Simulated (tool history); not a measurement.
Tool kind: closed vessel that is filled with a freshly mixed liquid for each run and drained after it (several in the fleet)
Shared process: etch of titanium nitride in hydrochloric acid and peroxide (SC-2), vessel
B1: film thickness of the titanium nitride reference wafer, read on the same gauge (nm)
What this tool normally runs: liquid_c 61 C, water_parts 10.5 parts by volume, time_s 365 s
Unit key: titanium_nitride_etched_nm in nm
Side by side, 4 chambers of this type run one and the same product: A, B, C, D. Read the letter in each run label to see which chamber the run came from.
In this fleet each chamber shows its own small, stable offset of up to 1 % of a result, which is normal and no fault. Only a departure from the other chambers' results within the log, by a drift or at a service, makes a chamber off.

Run 1B, hour 13.7: usual settings; B1 129.99. Result: titanium_nitride_etched_nm 21.544 nm.
Run 2C, hour 21.7: usual settings; B1 130. Result: titanium_nitride_etched_nm 21.374 nm.
Run 3A, hour 31.3: usual settings; B1 130. Result: titanium_nitride_etched_nm 21.368 nm.
Run 4D, hour 38.7: usual settings; B1 130.05. Result: titanium_nitride_etched_nm 21.488 nm.
Run 5B, hour 53.4: usual settings but liquid_c 53.5 C; B1 129.99. Result: titanium_nitride_etched_nm 13.464 nm.
Run 6A, hour 61.5: usual settings but liquid_c 53.5 C; B1 130.04. Result: titanium_nitride_etched_nm 13.159 nm.
Run 7D, hour 73.9: usual settings but liquid_c 53.5 C; B1 129.98. Result: titanium_nitride_etched_nm 13.42 nm.
Run 8C, hour 87.9: usual settings but liquid_c 53.5 C; B1 130. Result: titanium_nitride_etched_nm 13.147 nm.
Run 9B, hour 103.6: usual settings; B1 130.01. Result: titanium_nitride_etched_nm 21.749 nm.
Run 10A, hour 110.9: usual settings; B1 130. Result: titanium_nitride_etched_nm 21.314 nm.
Run 11C, hour 119.7: usual settings; B1 129.95. Result: titanium_nitride_etched_nm 21.311 nm.
At hour 125.6: chamber C: new drum of peroxide connected.
Run 12D, hour 133.3: usual settings; B1 129.99. Result: titanium_nitride_etched_nm 21.253 nm.
Run 13A, hour 147.2: usual settings but liquid_c 57.5 C, time_s 245 s; B1 129.99. Result: titanium_nitride_etched_nm 11.432 nm.
Run 14B, hour 163.5: usual settings but liquid_c 57.5 C, time_s 245 s; B1 129.97. Result: titanium_nitride_etched_nm 11.533 nm.
Run 15C, hour 172: usual settings but liquid_c 57.5 C, time_s 245 s; B1 130.02. Result: titanium_nitride_etched_nm 11.601 nm.
Run 16D, hour 186.8: usual settings but liquid_c 57.5 C, time_s 245 s; B1 129.99. Result: titanium_nitride_etched_nm 11.611 nm.
Run 17B, hour 200.7: usual settings; B1 130.04. Result: titanium_nitride_etched_nm 21.496 nm.
Run 18D, hour 207.7: usual settings but water_parts 9 parts by volume, time_s 265 s; B1 130. Result: titanium_nitride_etched_nm 17.499 nm.
Run 19A, hour 217.2: usual settings but water_parts 9 parts by volume, time_s 265 s; B1 130. Result: titanium_nitride_etched_nm 17.524 nm.
Run 20C, hour 232.9: usual settings but water_parts 9 parts by volume, time_s 265 s; B1 130. Result: titanium_nitride_etched_nm 17.91 nm.
Run 21C, hour 245.8: usual settings but water_parts 9 parts by volume, time_s 265 s; B1 129.99. Result: titanium_nitride_etched_nm 17.916 nm.
Run 22B, hour 253.1: usual settings; B1 129.98. Result: titanium_nitride_etched_nm 21.372 nm.
Run 23D, hour 269.3: usual settings; B1 130.04. Result: titanium_nitride_etched_nm 21.358 nm.
Run 24A, hour 277.7: usual settings; B1 130. Result: titanium_nitride_etched_nm 21.341 nm.
At hour 285: chamber D: new drum of peroxide connected.
Run 25A, hour 293.8: usual settings; B1 130.01. Result: titanium_nitride_etched_nm 21.416 nm.
Run 26B, hour 306.7: usual settings; B1 130.01. Result: titanium_nitride_etched_nm 21.358 nm.
Run 27C, hour 315.1: usual settings; B1 130. Result: titanium_nitride_etched_nm 21.838 nm.
Run 28D, hour 330.4: usual settings; B1 129.98. Result: titanium_nitride_etched_nm 21.521 nm.
Run 29C, hour 343.6: usual settings; B1 130. Result: titanium_nitride_etched_nm 21.955 nm.
Run 30B, hour 357.6: usual settings; B1 129.96. Result: titanium_nitride_etched_nm 21.209 nm.
Run 31D, hour 373.2: usual settings; B1 130.01. Result: titanium_nitride_etched_nm 21.579 nm.
Run 32A, hour 386.7: usual settings but liquid_c 52.5 C, time_s 465 s; B1 129.97. Result: titanium_nitride_etched_nm 15.741 nm.
At hour 387.2: chamber A: chemicals flow meter replaced.
Run 33D, hour 398.8: usual settings but liquid_c 52.5 C, time_s 465 s; B1 129.99. Result: titanium_nitride_etched_nm 16.084 nm.
Run 34A, hour 413.2: usual settings but liquid_c 52.5 C, time_s 465 s; B1 130. Result: titanium_nitride_etched_nm 15.703 nm.
Run 35B, hour 427.3: usual settings but liquid_c 52.5 C, time_s 465 s; B1 130.02. Result: titanium_nitride_etched_nm 15.863 nm.
Run 36C, hour 439.3: usual settings; B1 129.99. Result: titanium_nitride_etched_nm 22.098 nm.
Run 37A, hour 454: usual settings; B1 129.98. Result: titanium_nitride_etched_nm 21.361 nm.

Next, all 4 chambers run the settings below, one line each with question marks for the results. What does each chamber give?
Run 38A, hour 465.6: usual settings. Result: titanium_nitride_etched_nm ?.
Run 38B, hour 465.6: usual settings. Result: titanium_nitride_etched_nm ?.
Run 38C, hour 465.6: usual settings. Result: titanium_nitride_etched_nm ?.
Run 38D, hour 465.6: usual settings. Result: titanium_nitride_etched_nm ?.

run  titanium_nitride_etched_nm
38A                      21.118
38B                       21.28
38C                       22.48
38D                      21.354
